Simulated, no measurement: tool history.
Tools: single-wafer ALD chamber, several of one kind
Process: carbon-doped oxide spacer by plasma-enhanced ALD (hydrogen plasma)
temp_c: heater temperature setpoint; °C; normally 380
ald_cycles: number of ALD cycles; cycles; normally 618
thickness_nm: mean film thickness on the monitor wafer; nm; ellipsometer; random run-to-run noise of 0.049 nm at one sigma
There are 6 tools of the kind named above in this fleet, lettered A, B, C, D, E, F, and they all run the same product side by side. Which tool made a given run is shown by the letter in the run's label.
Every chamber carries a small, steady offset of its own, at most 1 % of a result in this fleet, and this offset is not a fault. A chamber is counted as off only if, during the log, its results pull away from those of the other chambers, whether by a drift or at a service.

run,hour,temp_c,ald_cycles,hours since the last thermocouple change,"read-back reference wafer on the same gauge, thickness_nm",thickness_nm
1B,7.5,380,618,1045.0,33.809,30.810
2C,13.6,380,618,1320.4,33.814,31.058
3F,23.8,380,618,2222.9,33.821,31.020
4E,37.1,380,618,2233.0,33.834,31.115
5D,44.5,380,659,608.4,33.836,32.814
6A,57.7,380,659,688.7,33.832,32.908
7C,65.3,380,659,1372.1,33.834,33.093
8B,74.8,380,659,1112.3,33.847,32.917
9F,84.1,380,659,2283.2,33.851,33.177
10E,93.1,380,659,2289.0,33.848,33.251
11A,103.7,380,618,734.7,33.863,30.884
12D,111.6,380,618,675.5,33.863,30.862
13C,121.2,380,529,1428.0,33.867,26.691
14E,129.2,380,529,2325.1,33.879,26.639
15F,142.8,380,529,2341.9,33.880,26.664
16A,149.9,380,529,780.9,33.875,26.524
17B,162.6,380,529,1200.1,33.903,26.509
18D,172.2,380,529,736.1,33.891,26.496
19C,178.7,380,618,1485.5,33.918,31.056
20D,188.0,380,618,751.9,33.929,30.940
# hour 189.6: chamber C: thermocouple changed; heater temperature recalibrated
21B,196.4,380,618,1233.9,33.913,30.925
22F,206.7,380,618,2405.8,33.931,31.106
23E,218.4,380,618,2414.3,33.926,31.165
# hour 228.9: chamber F: thermocouple changed; heater temperature recalibrated
24A,232.2,380,618,863.2,33.942,31.021
25C,243.4,380,618,53.9,33.936,31.122
26E,254.1,391,535,2450.0,33.954,27.072
27A,265.3,391,535,896.3,33.960,26.793
28B,272.8,391,535,1310.3,33.954,26.825
29F,278.9,391,535,50.0,33.964,27.034
30D,286.9,391,535,850.8,33.953,26.822
31C,296.2,391,535,106.7,33.974,27.036
32F,303.9,380,618,75.0,33.992,31.164
33D,312.8,380,618,876.7,33.984,31.102
34E,326.3,380,618,2522.2,33.982,31.315
35A,338.7,380,618,969.7,33.996,31.043
36B,349.5,380,618,1387.0,34.015,31.092
37D,361.2,380,618,925.1,34.017,31.041

What goes on in this fleet: one chamber off, a drifting gauge, or nothing beyond the chambers' own small offsets? Name the chamber and the cause, if any.

The gauge drifts, so all chambers seem to drift together. No chamber is off.
What lies behind it: gauge reads high (%) = 0.655.
